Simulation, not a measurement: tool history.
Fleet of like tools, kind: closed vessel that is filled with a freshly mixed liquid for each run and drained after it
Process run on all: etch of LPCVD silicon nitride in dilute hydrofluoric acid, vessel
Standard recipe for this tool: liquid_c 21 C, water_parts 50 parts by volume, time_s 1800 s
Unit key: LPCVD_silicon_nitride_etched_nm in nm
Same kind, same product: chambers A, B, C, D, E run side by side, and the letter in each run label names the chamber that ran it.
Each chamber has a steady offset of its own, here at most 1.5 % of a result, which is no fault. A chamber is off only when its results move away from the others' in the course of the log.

run   hour  liquid_c  water_parts  time_s  hours since the thermometer was replaced  hours since the hydrofluoric acid flow meter was replaced  read-back film thickness of the LPCVD silicon nitride reference wafer, read on the same gauge (nm)  LPCVD_silicon_nitride_etched_nm
 1D    5.7        21           50    1800                                     871.7                                                        647                                                                                              50.006                           12.661
 2E   13.3        21           50    1800                                     295.4                                                      756.8                                                                                              50.009                           12.659
 3A   19.3        21           50    1800                                    1826.6                                                      923.6                                                                                              49.993                           12.862
 4C     30        21           50    1800                                       397                                                     1556.2                                                                                              49.999                           13.105
 5B   36.2        21           50    1800                                     278.3                                                      278.2                                                                                              50.008                           12.597
 6D   44.4        21           50    1800                                     910.4                                                      685.7                                                                                              49.982                           12.685
 7C     55        21           50    1800                                       422                                                     1581.2                                                                                              49.991                           12.811
      60.6  -- chamber D: thermometer replaced
 8B   62.1        21           50    1800                                     304.2                                                      304.1                                                                                              50.016                           12.722
 9E   68.3        21           40    1800                                     350.4                                                      811.8                                                                                              49.953                           15.824
10A   77.4        21           40    1800                                    1884.7                                                      981.7                                                                                              50.002                           15.673
11C   87.1        21           40    1800                                     454.1                                                     1613.3                                                                                              49.957                           15.934
12D   95.7        21           40    1800                                      35.2                                                        737                                                                                               50.02                           15.763
13A  102.3        21           40    1800                                    1909.6                                                     1006.6                                                                                              50.012                           15.622
14E  113.4        21           50    1800                                     395.5                                                      856.9                                                                                              50.029                           12.644
     124.1  -- chamber B: hydrofluoric acid flow meter replaced
15B  124.9        21           50    2435                                       367                                                        0.8                                                                                              50.001                           17.177
16E  131.4        21           50    2435                                     413.5                                                      874.9                                                                                              49.992                           17.321
17A  139.8        21           50    2435                                    1947.1                                                     1044.1                                                                                              49.999                            16.99
18D    147        21           50    2435                                      86.5                                                      788.3                                                                                              49.949                           17.135
19C  154.6        21           50    2435                                     521.6                                                     1680.8                                                                                              49.988                           17.539
20B  164.3        21           50    1800                                     406.4                                                       40.2                                                                                              50.019                           12.757
21A  173.5        21           50    1800                                    1980.8                                                     1077.8                                                                                              50.022                           12.656
22D  178.4        21           50    1800                                     117.9                                                      819.7                                                                                              50.006                           12.692
23B  189.2        21           50    1800                                     431.3                                                       65.1                                                                                              50.021                           12.626
24C  195.6        21           50    1800                                     562.6                                                     1721.8                                                                                              49.998                           12.624
25E  203.3        21           50    1800                                     485.4                                                      946.8                                                                                              50.014                           12.722
26D  212.9        21           50    1800                                     152.4                                                      854.2                                                                                              49.983                           12.666
27E  219.3        21           50    1800                                     501.4                                                      962.8                                                                                              50.003                           12.505
28A  228.2        21           50    1800                                    2035.5                                                     1132.5                                                                                              49.999                           12.647
29B  239.2        21           50    1800                                     481.3                                                      115.1                                                                                              49.984                           12.623
30C  245.8        21           50    2415                                     612.8                                                       1772                                                                                              49.975                            16.66
31B  255.7        21           50    2415                                     497.8                                                      131.6                                                                                              50.012                           16.807
32A    263        21           50    2415                                    2070.3                                                     1167.3                                                                                              50.012                           16.943
33D  270.6        21           50    2415                                     210.1                                                      911.9                                                                                              50.009                           17.183
34C  280.1        21           50    2415                                     647.1                                                     1806.3                                                                                              49.994                           16.475
35E  290.1        21           65    2815                                     572.2                                                     1033.6                                                                                              49.976                           15.552
36E  298.3        21           65    2815                                     580.4                                                     1041.8                                                                                              50.033                           15.416
37A    306        21           65    2815                                    2113.3                                                     1210.3                                                                                              50.009                           15.132
38B  313.8        21           65    2815                                     555.9                                                      189.7                                                                                              49.977                            15.17
39D  321.2        21           65    2815                                     260.7                                                      962.5                                                                                              50.009                           15.187
40C  331.6        21           50    1800                                     698.6                                                     1857.8                                                                                              49.969                           12.022

Each of the 5 chambers runs these same settings next. Fill in every chamber's results:
41A  339.8        21           50    1800                                                                                                                                                                                                                                         ?
41B  339.8        21           50    1800                                                                                                                                                                                                                                         ?
41C  339.8        21           50    1800                                                                                                                                                                                                                                         ?
41D  339.8        21           50    1800                                                                                                                                                                                                                                         ?
41E  339.8        21           50    1800                                                                                                                                                                                                                                         ?

run  LPCVD_silicon_nitride_etched_nm
41A                            12.64
41B                           12.658
41C                            11.91
41D                           12.781
41E                           12.627
